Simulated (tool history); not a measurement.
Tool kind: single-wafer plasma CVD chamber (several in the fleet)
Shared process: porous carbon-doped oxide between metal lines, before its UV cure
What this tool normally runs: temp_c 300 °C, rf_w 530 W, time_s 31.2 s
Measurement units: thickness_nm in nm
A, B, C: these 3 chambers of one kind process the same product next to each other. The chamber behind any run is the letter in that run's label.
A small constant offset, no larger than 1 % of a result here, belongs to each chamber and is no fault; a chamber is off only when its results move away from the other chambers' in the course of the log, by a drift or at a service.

run	hour	temp_c	rf_w	time_s	hours since the last thermocouple change	hours since the last RF generator calibration	read-back reference wafer on the same gauge, thickness_nm	thickness_nm
1C	11.4	300	530	31.2	555.5	1186.6	192.12	175.11
2B	19.7	300	530	31.2	594.5	1376.1	192.15	175.05
3A	34	300	530	31.2	1337.8	1253.8	192.19	173.42
4B	42	300	530	31.2	616.8	1398.4	192.27	174.31
5A	48.7	300	530	31.2	1352.5	1268.5	192.29	173.72
6C	56.1	300	530	31.2	600.2	1231.3	192.32	174.99
7C	64	300	530	31.2	608.1	1239.2	192.42	175.44
8A	72.3	300	530	31.2	1376.1	1292.1	192.37	173.83
9B	80.6	300	530	31.2	655.4	1437	192.47	175.2
10B	88.2	300	530	31.2	663	1444.6	192.56	175.22
11C	100.5	300	530	31.2	644.6	1275.7	192.61	175.69
12A	113	300	530	31.2	1416.8	1332.8	192.74	173.46
13C	127.5	300	530	31.2	671.6	1302.7	192.75	175.6
14B	136.8	300	530	31.2	711.6	1493.2	192.87	175.58
15A	145	300	530	31.2	1448.8	1364.8	193	174.38
16C	156.2	300	490	25.8	700.3	1331.4	192.96	139.18
17A	164.3	300	490	25.8	1468.1	1384.1	192.96	137.81
18B	178.9	300	490	25.8	753.7	1535.3	193.09	138.73
19C	188.8	300	530	31.2	732.9	1364	193.07	175.96
20A	200.4	300	635	31.2	1504.2	1420.2	193.28	196.11

The same settings go to every chamber for the next run, one line per chamber below. Forecast the results for each:
21A	211	300	530	31.2				?
21B	211	300	530	31.2				?
21C	211	300	530	31.2				?

run	thickness_nm
21A	174.22
21B	176.3
21C	176.39

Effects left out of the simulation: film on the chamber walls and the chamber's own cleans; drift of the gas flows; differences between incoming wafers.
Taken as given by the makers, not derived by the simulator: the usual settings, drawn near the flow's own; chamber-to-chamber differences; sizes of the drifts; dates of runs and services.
